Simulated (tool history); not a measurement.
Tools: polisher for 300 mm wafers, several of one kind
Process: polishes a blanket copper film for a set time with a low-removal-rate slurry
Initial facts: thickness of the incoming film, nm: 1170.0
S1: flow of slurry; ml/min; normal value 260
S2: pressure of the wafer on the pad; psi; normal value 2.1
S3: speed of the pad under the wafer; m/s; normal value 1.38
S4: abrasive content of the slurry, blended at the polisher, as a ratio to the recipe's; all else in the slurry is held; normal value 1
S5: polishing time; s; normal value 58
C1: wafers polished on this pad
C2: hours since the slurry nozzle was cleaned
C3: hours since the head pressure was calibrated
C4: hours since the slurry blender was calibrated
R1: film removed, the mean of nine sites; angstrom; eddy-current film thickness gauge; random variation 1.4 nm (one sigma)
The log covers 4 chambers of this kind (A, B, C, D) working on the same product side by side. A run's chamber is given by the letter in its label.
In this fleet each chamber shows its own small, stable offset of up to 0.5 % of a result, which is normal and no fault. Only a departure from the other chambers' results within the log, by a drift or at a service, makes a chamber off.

-- hour=10.4 chamber C: worn pad replaced by a new one
run 1C hour=11 | S1=260 S2=2.1 S3=1.38 S4=1 S5=58 | C1=4 C2=173 C3=364.2 C4=108.8 | R1=1426
run 2B hour=22 | S1=260 S2=2.1 S3=1.38 S4=1 S5=58 | C1=616 C2=174.9 C3=144.8 C4=411.7 | R1=1387.7
run 3A hour=30 | S1=260 S2=2.1 S3=1.38 S4=1 S5=58 | C1=927 C2=256.5 C3=576.8 C4=229 | R1=1403
-- hour=33.8 chamber D: worn pad replaced by a new one
-- hour=37.5 chamber D: slurry nozzle cleaned
run 4D hour=39.2 | S1=260 S2=2.1 S3=1.38 S4=1 S5=58 | C1=42 C2=1.8 C3=184.6 C4=94.1 | R1=1421.4
-- hour=40 chamber C: slurry blender recalibrated
-- hour=51.9 chamber D: slurry blender recalibrated
run 5D hour=51.9 | S1=260 S2=2.1 S3=1.38 S4=0.8 S5=58 | C1=141 C2=14.5 C3=197.3 C4=0 | R1=1325.1
run 6C hour=61.8 | S1=260 S2=2.1 S3=1.38 S4=0.8 S5=58 | C1=400 C2=223.8 C3=415 C4=21.8 | R1=1335.6
-- hour=67.6 chamber A: worn pad replaced by a new one
run 7A hour=71.2 | S1=260 S2=2.1 S3=1.38 S4=0.8 S5=58 | C1=28 C2=297.7 C3=618 C4=270.2 | R1=1373.1
-- hour=71.7 chamber B: worn pad replaced by a new one
run 8B hour=81.5 | S1=260 S2=2.1 S3=1.38 S4=0.8 S5=58 | C1=76 C2=234.4 C3=204.3 C4=471.2 | R1=1321.9
run 9B hour=90.6 | S1=260 S2=2.1 S3=1.38 S4=1 S5=58 | C1=147 C2=243.5 C3=213.4 C4=480.3 | R1=1413.1
-- hour=91.5 chamber A: head pressure recalibrated
run 10D hour=97.9 | S1=260 S2=2.1 S3=1.38 S4=1 S5=58 | C1=499 C2=60.5 C3=243.3 C4=46 | R1=1427.5
-- hour=105.9 chamber B: slurry blender recalibrated
run 11C hour=109.1 | S1=260 S2=2.1 S3=1.38 S4=1 S5=58 | C1=768 C2=271.1 C3=462.3 C4=69.1 | R1=1390.8
run 12A hour=117.7 | S1=260 S2=2.1 S3=1.38 S4=1 S5=58 | C1=390 C2=344.2 C3=26.2 C4=316.7 | R1=1387.1
run 13A hour=130 | S1=260 S2=2.1 S3=1.38 S4=1 S5=58 | C1=486 C2=356.5 C3=38.5 C4=329 | R1=1397.5
-- hour=132.2 chamber D: worn pad replaced by a new one
run 14D hour=141.6 | S1=260 S2=2.1 S3=1.38 S4=1 S5=58 | C1=73 C2=104.2 C3=287 C4=89.7 | R1=1412.7
run 15C hour=149.6 | S1=260 S2=2.1 S3=1.38 S4=1 S5=58 | C1=1084 C2=311.6 C3=502.8 C4=109.6 | R1=1426.8
run 16B hour=161.2 | S1=260 S2=2.1 S3=1.38 S4=1 S5=58 | C1=697 C2=314.1 C3=284 C4=55.4 | R1=1385.8
-- hour=164.1 chamber D: slurry blender recalibrated
run 17C hour=167.5 | S1=260 S2=2.1 S3=1.38 S4=0.8 S5=58 | C1=1223 C2=329.5 C3=520.7 C4=127.5 | R1=1356.1
-- hour=168.7 chamber A: slurry nozzle cleaned
-- hour=170.4 chamber C: slurry blender recalibrated
-- hour=172.7 chamber C: worn pad replaced by a new one
run 18A hour=175.2 | S1=260 S2=2.1 S3=1.38 S4=0.8 S5=58 | C1=838 C2=6.5 C3=83.7 C4=374.2 | R1=1320.6
run 19D hour=182.4 | S1=260 S2=2.1 S3=1.38 S4=0.8 S5=58 | C1=391 C2=145 C3=327.8 C4=18.3 | R1=1339
run 20B hour=191.5 | S1=260 S2=2.1 S3=1.38 S4=0.8 S5=58 | C1=933 C2=344.4 C3=314.3 C4=85.7 | R1=1355.4
run 21C hour=199.7 | S1=260 S2=2.1 S3=1.38 S4=1 S5=58 | C1=211 C2=361.7 C3=552.9 C4=29.4 | R1=1403.1
-- hour=208.5 chamber A: slurry blender recalibrated
-- hour=209.4 chamber B: worn pad replaced by a new one
run 22A hour=210.3 | S1=260 S2=2.1 S3=1.38 S4=1 S5=58 | C1=1111 C2=41.6 C3=118.8 C4=1.8 | R1=1376.7
-- hour=218.6 chamber A: worn pad replaced by a new one
run 23D hour=218.8 | S1=315 S2=2.1 S3=1.72 S4=1 S5=58 | C1=674 C2=181.4 C3=364.2 C4=54.7 | R1=1744.6
-- hour=225.1 chamber D: worn pad replaced by a new one
run 24B hour=229.5 | S1=315 S2=2.1 S3=1.72 S4=1 S5=58 | C1=157 C2=382.4 C3=352.3 C4=123.7 | R1=1782.4
run 25A hour=240.2 | S1=315 S2=2.1 S3=1.72 S4=1 S5=58 | C1=168 C2=71.5 C3=148.7 C4=31.7 | R1=1812.1
run 26B hour=250.4 | S1=315 S2=2.1 S3=1.72 S4=1 S5=58 | C1=319 C2=403.3 C3=373.2 C4=144.6 | R1=1807.2
run 27D hour=259.8 | S1=260 S2=2.1 S3=1.38 S4=1 S5=58 | C1=270 C2=222.4 C3=405.2 C4=95.7 | R1=1409.2
run 28C hour=268.7 | S1=260 S2=2.1 S3=1.38 S4=1 S5=58 | C1=748 C2=430.7 C3=621.9 C4=98.4 | R1=1401.3
run 29A hour=274.4 | S1=260 S2=2.1 S3=1.38 S4=1 S5=58 | C1=435 C2=105.7 C3=182.9 C4=65.9 | R1=1406.1
-- hour=274.7 chamber D: slurry blender recalibrated
run 30D hour=281.9 | S1=260 S2=2.1 S3=1.38 S4=1 S5=58 | C1=442 C2=244.5 C3=427.3 C4=7.2 | R1=1393.1
run 31B hour=290.1 | S1=260 S2=2.1 S3=1.38 S4=1 S5=58 | C1=629 C2=443 C3=412.9 C4=184.3 | R1=1414.3
run 32C hour=299.5 | S1=260 S2=2.1 S3=1.38 S4=1 S5=58 | C1=988 C2=461.5 C3=652.7 C4=129.2 | R1=1420.9
run 33B hour=310.5 | S1=260 S2=2.1 S3=1.38 S4=1 S5=58 | C1=787 C2=463.4 C3=433.3 C4=204.7 | R1=1395
-- hour=321 chamber D: worn pad replaced by a new one
run 34D hour=322.4 | S1=260 S2=2.1 S3=1.38 S4=1 S5=58 | C1=10 C2=285 C3=467.8 C4=47.7 | R1=1382.5
-- hour=328.6 chamber B: worn pad replaced by a new one
-- hour=328.8 chamber C: slurry blender recalibrated
run 35A hour=329.9 | S1=260 S2=2.1 S3=1.38 S4=1 S5=58 | C1=867 C2=161.2 C3=238.4 C4=121.4 | R1=1394
run 36C hour=341.9 | S1=260 S2=2.1 S3=1.38 S4=1 S5=58 | C1=1318 C2=503.9 C3=695.1 C4=13.2 | R1=1428.2
-- hour=345.8 chamber C: worn pad replaced by a new one
-- hour=349 chamber D: slurry nozzle cleaned
run 37B hour=352.1 | S1=260 S2=2.1 S3=1.38 S4=1 S5=58 | C1=183 C2=505 C3=474.9 C4=246.3 | R1=1408.2
run 38D hour=363.5 | S1=260 S2=2.1 S3=1.38 S4=1 S5=58 | C1=331 C2=14.5 C3=508.9 C4=88.8 | R1=1387.7
run 39A hour=372.5 | S1=260 S2=2.1 S3=1.38 S4=1 S5=58 | C1=1198 C2=203.8 C3=281 C4=164 | R1=1394.3
run 40C hour=382.2 | S1=260 S2=2.1 S3=1.38 S4=1 S5=58 | C1=283 C2=544.2 C3=735.4 C4=53.5 | R1=1412.2
-- hour=384.2 chamber A: worn pad replaced by a new one
run 41B hour=392.2 | S1=260 S2=2.1 S3=1.38 S4=1 S5=58 | C1=495 C2=545.1 C3=515 C4=286.4 | R1=1419.5
run 42C hour=401.4 | S1=260 S2=2.1 S3=1.38 S4=0.75 S5=58 | C1=433 C2=563.4 C3=754.6 C4=72.7 | R1=1314.1
-- hour=401.7 chamber D: slurry blender recalibrated
run 43A hour=411.8 | S1=260 S2=2.1 S3=1.38 S4=0.75 S5=58 | C1=215 C2=243.1 C3=320.3 C4=203.3 | R1=1312.6
-- hour=412.6 chamber D: worn pad replaced by a new one
run 44D hour=422.3 | S1=260 S2=2.1 S3=1.38 S4=0.75 S5=58 | C1=75 C2=73.3 C3=567.7 C4=20.6 | R1=1306.4

Next, every chamber runs the same settings. What will each give?
run 45A hour=431.5 | S1=260 S2=2.1 S3=1.38 S4=1 S5=58 | R1=?
run 45B hour=431.5 | S1=260 S2=2.1 S3=1.38 S4=1 S5=58 | R1=?
run 45C hour=431.5 | S1=260 S2=2.1 S3=1.38 S4=1 S5=58 | R1=?
run 45D hour=431.5 | S1=260 S2=2.1 S3=1.38 S4=1 S5=58 | R1=?

run=45A R1=1378.2
run=45B R1=1425.5
run=45C R1=1407.8
run=45D R1=1414.9
